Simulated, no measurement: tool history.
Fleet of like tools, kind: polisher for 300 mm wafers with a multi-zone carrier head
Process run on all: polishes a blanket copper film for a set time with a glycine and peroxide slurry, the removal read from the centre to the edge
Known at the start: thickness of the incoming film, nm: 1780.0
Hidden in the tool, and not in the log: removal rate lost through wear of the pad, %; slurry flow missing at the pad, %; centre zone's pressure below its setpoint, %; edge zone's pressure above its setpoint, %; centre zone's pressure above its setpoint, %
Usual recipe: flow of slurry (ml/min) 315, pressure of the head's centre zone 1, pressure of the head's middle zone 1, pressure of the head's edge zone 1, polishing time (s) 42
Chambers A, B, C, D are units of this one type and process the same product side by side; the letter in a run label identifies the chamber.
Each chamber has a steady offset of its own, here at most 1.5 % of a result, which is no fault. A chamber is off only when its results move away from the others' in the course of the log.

run,hour,flow of slurry (ml/min),pressure of the head's centre zone,pressure of the head's middle zone,pressure of the head's edge zone,polishing time (s),wafers polished on this pad,hours since the slurry nozzle was cleaned,hours since the centre zone pressure was calibrated,hours since the edge zone pressure was calibrated,film removed at the wafer's centre (angstrom),film removed at mid-radius (angstrom),film removed at the wafer's edge (angstrom)
# hour 5.4: chamber C: worn pad replaced by a new one
1A,7.3,315,1,1,1,42,368,672.6,602.5,297.7,2273.2,2317.2,2318.6
# hour 13.3: chamber D: worn pad replaced by a new one
2B,16.6,315,1,1,1,42,630,484.7,112.1,569,2291.2,2338.5,2276.7
# hour 21.9: chamber B: worn pad replaced by a new one
3D,26.1,315,1,1,1,42,178,123.1,203.6,262.9,2316.4,2337,2287.2
# hour 26.3: chamber C: edge zone pressure recalibrated
4C,32.7,315,1,1,1,42,379,61.8,816,6.4,2217.2,2301.7,2292.7
5D,38.3,315,1,1,1,42,347,135.3,215.8,275.1,2284.3,2337.4,2323.3
6C,42.6,315,1,1,1,42,516,71.7,825.9,16.3,2260,2267.9,2285.5
7B,49,315,1,1,1,42,376,517.1,144.5,601.4,2309.7,2295.3,2281.7
8A,53.5,315,1,1,1,42,1009,718.8,648.7,343.9,2194,2325.6,2266.1
# hour 59.3: chamber A: worn pad replaced by a new one
# hour 61: chamber C: worn pad replaced by a new one
9C,62.8,380,1,1,1,42,26,91.9,846.1,36.5,2350.1,2328.6,2275.2
10A,70.3,380,1,1,1,42,153,735.6,665.5,360.7,2241.6,2337.8,2300.9
# hour 71.9: chamber B: worn pad replaced by a new one
11D,76,380,1,1,1,42,870,173,253.5,312.8,2300.3,2385,2329.7
12B,81.2,380,1,1,1,42,129,549.3,176.7,633.6,2353.6,2323.5,2329.2
13C,88.7,315,1,1,1,42,385,117.8,872,62.4,2329.2,2259.7,2256.4
# hour 90.3: chamber D: worn pad replaced by a new one
14A,96.6,315,1,1,1.1,42,518,761.9,691.8,387,2157.4,2246.4,2423.4
15D,102,315,1,1,1.1,42,162,199,279.5,338.8,2248.1,2309,2381.4
# hour 109: chamber A: slurry nozzle cleaned
16B,110.7,315,1,1,1.1,42,539,578.8,206.2,663.1,2293.4,2306.9,2471.9
17A,118.2,315,1,1,1.1,42,818,9.3,713.4,408.6,2127,2295.3,2410.3
# hour 121.5: chamber B: worn pad replaced by a new one
# hour 123.4: chamber C: worn pad replaced by a new one
18D,124.1,315,1,1,1,42,469,221.1,301.6,360.9,2330.3,2314.5,2299.8
19C,130.4,315,1,1,1,42,97,159.5,913.7,104.1,2261.5,2304.7,2310
# hour 131.8: chamber A: worn pad replaced by a new one
20B,137.7,315,1,1,1,42,225,605.8,233.2,690.1,2316.9,2289.5,2279.3
21C,147.1,315,1,1,1,42,329,176.2,930.4,120.8,2295.9,2351.7,2282.6
# hour 149.5: chamber D: slurry nozzle cleaned
22A,152.9,315,1,1,1,42,293,44,748.1,443.3,2099,2306.4,2273.1
23B,160.1,315,1,1,1,42,536,628.2,255.6,712.5,2296.7,2247.3,2329.1
# hour 165: chamber D: worn pad replaced by a new one
# hour 166.4: chamber B: worn pad replaced by a new one
24D,168.9,315,1,1,1,42,54,19.5,346.4,405.7,2274.4,2313.7,2270.9
# hour 170.7: chamber C: centre zone pressure recalibrated
25B,177.9,315,1,1,1,42,159,646,273.4,730.3,2380.3,2275.9,2275.4
26C,187.3,315,1,1,1,42,886,216.4,16.6,161,2273.3,2274.5,2273.3
27A,195.1,315,1,1,1,42,879,86.2,790.3,485.5,2000.5,2300.2,2249.1
28D,201.7,315,1,0.91,1,55,509,52.3,379.2,438.5,3019.8,2794.1,3022.3

One chamber off, gauge drift, or nothing amiss beyond the chambers' own small offsets? If it is a chamber, which one, and what is the likeliest cause?

Chamber A drifts away from the others.
Cause: centre zone's pressure below its setpoint, % = 11.9.

Chamber A could run next with any of the 4 candidate recipes listed below; each alters the usual settings, and their results appear as question marks. Which one brings its results back in line with what the other chambers deliver on the usual settings?
Maximum distance from the other chambers' mean on the usual settings for a result to count as in line: film removed at the wafer's centre (angstrom) 110; film removed at mid-radius (angstrom) 88; film removed at the wafer's edge (angstrom) 99
29A-1,208.7,320,1.11,0.98,0.96,43,,,,,?,?,?
29A-2,208.7,300,0.83,1.04,1.08,40,,,,,?,?,?
29A-3,208.7,310,0.89,1.02,1.04,41,,,,,?,?,?
29A-4,208.7,340,1.17,0.93,0.87,45,,,,,?,?,?

On the usual settings, the other chambers give on average: film removed at the wafer's centre (angstrom) 2293.7; film removed at mid-radius (angstrom) 2300.3; film removed at the wafer's edge (angstrom) 2283.4
run,film removed at the wafer's centre (angstrom),film removed at mid-radius (angstrom),film removed at the wafer's edge (angstrom)
29A-1,2302.2,2289,2297.7
29A-2,1532.3,2237.9,2262.6
29A-3,1707.2,2259.8,2278.6
29A-4,2568.2,2295.3,2298.9
The right change is 29A-1: it brings the chamber back within the allowed miss of the others.
